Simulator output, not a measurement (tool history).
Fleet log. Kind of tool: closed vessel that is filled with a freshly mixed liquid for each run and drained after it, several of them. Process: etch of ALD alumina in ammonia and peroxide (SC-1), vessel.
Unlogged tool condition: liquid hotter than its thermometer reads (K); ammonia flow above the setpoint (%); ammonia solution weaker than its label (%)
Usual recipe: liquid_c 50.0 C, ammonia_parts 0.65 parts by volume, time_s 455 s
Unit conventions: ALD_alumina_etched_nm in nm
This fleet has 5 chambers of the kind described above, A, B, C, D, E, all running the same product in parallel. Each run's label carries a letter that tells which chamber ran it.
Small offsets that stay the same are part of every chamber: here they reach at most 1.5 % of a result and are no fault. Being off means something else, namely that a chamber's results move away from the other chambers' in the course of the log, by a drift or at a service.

run	hour	liquid_c	ammonia_parts	time_s	hours since the thermometer was replaced	hours since the ammonia flow meter was replaced	hours since the drum of ammonia solution was connected	read-back film thickness of the ALD alumina reference wafer, read on the same gauge (nm)	ALD_alumina_etched_nm
1C	9.1	50.0	0.65	455	392.9	53.0	86.0	130.01	23.124
2B	17.8	50.0	0.65	455	2344.0	1164.0	887.7	130.01	23.056
3A	27.8	50.0	0.65	455	505.4	1214.2	224.5	129.99	23.645
4E	38.8	50.0	0.65	455	619.8	1202.1	165.4	129.99	23.506
# hour 46.3: chamber A: thermometer replaced
5D	47.8	50.0	0.65	455	535.2	1645.0	620.9	130.02	24.347
6C	64.0	50.0	0.65	455	447.8	107.9	140.9	129.99	23.149
7D	73.8	50.0	0.65	455	561.2	1671.0	646.9	130.00	23.626
# hour 76.2: chamber D: ammonia flow meter replaced
8A	82.3	50.0	0.65	455	36.0	1268.7	279.0	130.01	22.920
# hour 85.7: chamber D: new drum of ammonia solution connected
9B	91.4	46.0	0.65	455	2417.6	1237.6	961.3	129.99	18.810
10E	103.7	46.0	0.65	455	684.7	1267.0	230.3	130.00	18.834
11A	112.3	46.0	0.65	455	66.0	1298.7	309.0	130.00	18.537
12C	121.2	46.0	0.65	455	505.0	165.1	198.1	130.01	18.776
# hour 126.6: chamber E: ammonia flow meter replaced
13E	136.8	46.0	0.65	455	717.8	10.2	263.4	130.00	19.107
14D	151.0	50.0	0.65	455	638.4	74.9	65.4	130.01	23.961
# hour 151.8: chamber A: ammonia flow meter replaced
15B	162.3	50.0	0.65	455	2488.5	1308.5	1032.2	130.01	23.101
16C	176.5	56.5	0.65	695	560.3	220.4	253.4	130.01	49.999
17A	185.1	56.5	0.65	695	138.8	33.3	381.8	130.00	50.108
# hour 186.0: chamber B: new drum of ammonia solution connected
18E	195.8	56.5	0.65	695	776.8	69.2	322.4	130.01	50.880
19B	207.0	56.5	0.65	695	2533.2	1353.2	21.1	130.02	50.580
20D	222.3	56.5	0.65	695	709.7	146.2	136.7	130.00	52.124
21A	233.4	50.0	0.65	455	187.1	81.6	430.1	130.03	23.327
22E	241.1	50.0	0.65	455	822.1	114.5	367.7	129.99	23.766
23B	249.4	50.0	0.65	455	2575.6	1395.6	63.5	130.00	23.628
24C	264.3	50.0	0.65	455	648.1	308.2	341.2	130.02	23.799
25D	275.5	50.0	0.65	455	762.9	199.4	189.9	130.00	24.992
# hour 276.7: chamber E: thermometer replaced
26C	290.3	50.0	0.65	455	674.1	334.2	367.2	130.00	23.412
27E	306.2	50.0	0.65	455	29.6	179.6	432.8	129.98	23.445
28B	320.1	50.0	0.65	455	2646.3	1466.3	134.2	130.00	23.630
29A	333.2	50.0	0.65	455	286.9	181.4	529.9	130.01	23.000
# hour 339.4: chamber B: ammonia flow meter replaced
30D	340.3	54.0	0.90	455	827.7	264.2	254.7	130.01	32.046
31B	348.8	54.0	0.90	455	2675.0	9.4	162.9	129.98	29.855
32A	363.0	54.0	0.90	455	316.7	211.2	559.7	130.01	29.708
33D	377.7	54.0	0.90	455	865.1	301.6	292.1	129.98	32.461
34E	389.3	54.0	0.90	455	112.7	262.7	515.9	129.99	30.238
# hour 395.5: chamber B: thermometer replaced
35C	397.3	50.0	0.65	455	781.1	441.2	474.2	130.00	22.649
36C	412.6	54.0	0.45	455	796.4	456.5	489.5	130.00	27.428
37A	422.2	54.0	0.45	455	375.9	270.4	618.9	129.98	27.716
38B	431.9	54.0	0.45	455	36.4	92.5	246.0	130.01	27.831
39E	447.8	54.0	0.45	455	171.2	321.2	574.4	129.99	27.822

Which is it: a chamber that has drifted or been left off by a service, a gauge drift common to all chambers, or only each chamber's usual small offset? If a chamber is off, name it and its likeliest cause.

Little by little, chamber D moves away from the other chambers.
Most likely cause: liquid hotter than its thermometer reads (K) = 1.86.

Chamber D could run next with any of the 4 candidate recipes listed below; each alters the usual settings, and their results appear as question marks. Which one brings its results back in line with what the other chambers deliver on the usual settings?
In line here means within this much of the mean the other chambers give on the usual settings: ALD_alumina_etched_nm 0.800 nm
40D-1	459.5	50.0	0.65	510					?
40D-2	459.5	51.5	0.65	505					?
40D-3	459.5	48.5	0.65	405					?
40D-4	459.5	49.0	0.65	425					?

Other chambers, usual settings, mean: ALD_alumina_etched_nm 23.303 nm
run	ALD_alumina_etched_nm
40D-1	29.361
40D-2	31.509
40D-3	21.508
40D-4	23.184
40D-4 is the one that brings the chamber's results back in line with the other chambers.
